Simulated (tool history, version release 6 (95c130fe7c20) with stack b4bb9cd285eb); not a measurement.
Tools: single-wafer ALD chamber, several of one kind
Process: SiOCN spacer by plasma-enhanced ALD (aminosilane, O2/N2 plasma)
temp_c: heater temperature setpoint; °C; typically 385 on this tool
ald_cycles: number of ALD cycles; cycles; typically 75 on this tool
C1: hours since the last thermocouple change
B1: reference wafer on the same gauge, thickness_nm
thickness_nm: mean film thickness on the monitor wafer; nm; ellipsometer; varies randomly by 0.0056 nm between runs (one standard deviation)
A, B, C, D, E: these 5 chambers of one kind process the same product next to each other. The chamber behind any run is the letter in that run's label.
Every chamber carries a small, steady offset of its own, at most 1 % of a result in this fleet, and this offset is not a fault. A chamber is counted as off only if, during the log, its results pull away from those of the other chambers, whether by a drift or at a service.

{"run": "1D", "hour": 11.5, "temp_c": 385, "ald_cycles": 75, "C1": 844.1, "B1": 4.6277, "thickness_nm": 4.5224}
{"hour": 17.6, "done": "chamber E: thermocouple changed; heater temperature recalibrated"}
{"run": "2A", "hour": 18.3, "temp_c": 385, "ald_cycles": 75, "C1": 2028.5, "B1": 4.6288, "thickness_nm": 4.5523}
{"run": "3B", "hour": 30.5, "temp_c": 385, "ald_cycles": 75, "C1": 480.2, "B1": 4.6303, "thickness_nm": 4.51}
{"run": "4E", "hour": 38.3, "temp_c": 385, "ald_cycles": 75, "C1": 20.7, "B1": 4.6274, "thickness_nm": 4.5686}
{"run": "5C", "hour": 47.6, "temp_c": 385, "ald_cycles": 75, "C1": 1588.6, "B1": 4.6267, "thickness_nm": 4.5328}
{"run": "6B", "hour": 60.6, "temp_c": 385, "ald_cycles": 75, "C1": 510.3, "B1": 4.6246, "thickness_nm": 4.5126}
{"run": "7D", "hour": 72.0, "temp_c": 385, "ald_cycles": 75, "C1": 904.6, "B1": 4.6269, "thickness_nm": 4.5083}
{"run": "8E", "hour": 79.2, "temp_c": 385, "ald_cycles": 75, "C1": 61.6, "B1": 4.6235, "thickness_nm": 4.5552}
{"hour": 84.9, "done": "chamber C: thermocouple changed; heater temperature recalibrated"}
{"run": "9C", "hour": 88.4, "temp_c": 385, "ald_cycles": 75, "C1": 3.5, "B1": 4.6256, "thickness_nm": 4.5207}
{"run": "10A", "hour": 99.5, "temp_c": 385, "ald_cycles": 75, "C1": 2109.7, "B1": 4.6235, "thickness_nm": 4.5449}
{"run": "11A", "hour": 106.9, "temp_c": 385, "ald_cycles": 75, "C1": 2117.1, "B1": 4.6231, "thickness_nm": 4.539}
{"run": "12C", "hour": 119.1, "temp_c": 385, "ald_cycles": 75, "C1": 34.2, "B1": 4.6223, "thickness_nm": 4.5074}
{"run": "13B", "hour": 132.0, "temp_c": 385, "ald_cycles": 75, "C1": 581.7, "B1": 4.6218, "thickness_nm": 4.5033}
{"run": "14D", "hour": 141.2, "temp_c": 385, "ald_cycles": 75, "C1": 973.8, "B1": 4.6213, "thickness_nm": 4.5195}
{"run": "15E", "hour": 149.6, "temp_c": 385, "ald_cycles": 75, "C1": 132.0, "B1": 4.6189, "thickness_nm": 4.5577}
{"run": "16A", "hour": 158.5, "temp_c": 385, "ald_cycles": 75, "C1": 2168.7, "B1": 4.6181, "thickness_nm": 4.5479}
{"run": "17B", "hour": 171.2, "temp_c": 385, "ald_cycles": 75, "C1": 620.9, "B1": 4.6191, "thickness_nm": 4.4976}
{"run": "18E", "hour": 182.3, "temp_c": 385, "ald_cycles": 75, "C1": 164.7, "B1": 4.6155, "thickness_nm": 4.5542}
{"run": "19D", "hour": 194.7, "temp_c": 385, "ald_cycles": 75, "C1": 1027.3, "B1": 4.6167, "thickness_nm": 4.5123}
{"run": "20C", "hour": 203.8, "temp_c": 385, "ald_cycles": 75, "C1": 118.9, "B1": 4.6156, "thickness_nm": 4.5009}
{"run": "21A", "hour": 215.4, "temp_c": 385, "ald_cycles": 75, "C1": 2225.6, "B1": 4.6157, "thickness_nm": 4.5309}
{"run": "22B", "hour": 225.1, "temp_c": 385, "ald_cycles": 75, "C1": 674.8, "B1": 4.6137, "thickness_nm": 4.5019}
{"run": "23E", "hour": 237.2, "temp_c": 385, "ald_cycles": 75, "C1": 219.6, "B1": 4.6146, "thickness_nm": 4.5556}
{"run": "24D", "hour": 251.3, "temp_c": 385, "ald_cycles": 75, "C1": 1083.9, "B1": 4.6106, "thickness_nm": 4.5014}
{"run": "25C", "hour": 264.6, "temp_c": 385, "ald_cycles": 75, "C1": 179.7, "B1": 4.613, "thickness_nm": 4.5046}
{"run": "26E", "hour": 276.1, "temp_c": 385, "ald_cycles": 75, "C1": 258.5, "B1": 4.6111, "thickness_nm": 4.549}
{"run": "27D", "hour": 286.2, "temp_c": 390, "ald_cycles": 75, "C1": 1118.8, "B1": 4.6096, "thickness_nm": 4.5087}
{"run": "28A", "hour": 300.6, "temp_c": 390, "ald_cycles": 75, "C1": 2310.8, "B1": 4.6101, "thickness_nm": 4.5277}
{"run": "29B", "hour": 314.1, "temp_c": 390, "ald_cycles": 75, "C1": 763.8, "B1": 4.6083, "thickness_nm": 4.4884}
{"run": "30C", "hour": 321.7, "temp_c": 390, "ald_cycles": 75, "C1": 236.8, "B1": 4.6083, "thickness_nm": 4.5023}
{"run": "31D", "hour": 333.7, "temp_c": 390, "ald_cycles": 75, "C1": 1166.3, "B1": 4.6051, "thickness_nm": 4.4916}

The same settings go to every chamber for the next run, one line per chamber below. Forecast the results for each:
{"run": "32A", "hour": 344.1, "temp_c": 375, "ald_cycles": 75, "thickness_nm": "?"}
{"run": "32B", "hour": 344.1, "temp_c": 375, "ald_cycles": 75, "thickness_nm": "?"}
{"run": "32C", "hour": 344.1, "temp_c": 375, "ald_cycles": 75, "thickness_nm": "?"}
{"run": "32D", "hour": 344.1, "temp_c": 375, "ald_cycles": 75, "thickness_nm": "?"}
{"run": "32E", "hour": 344.1, "temp_c": 375, "ald_cycles": 75, "thickness_nm": "?"}

run=32A thickness_nm=4.5291
run=32B thickness_nm=4.4886
run=32C thickness_nm=4.4967
run=32D thickness_nm=4.5067
run=32E thickness_nm=4.5402

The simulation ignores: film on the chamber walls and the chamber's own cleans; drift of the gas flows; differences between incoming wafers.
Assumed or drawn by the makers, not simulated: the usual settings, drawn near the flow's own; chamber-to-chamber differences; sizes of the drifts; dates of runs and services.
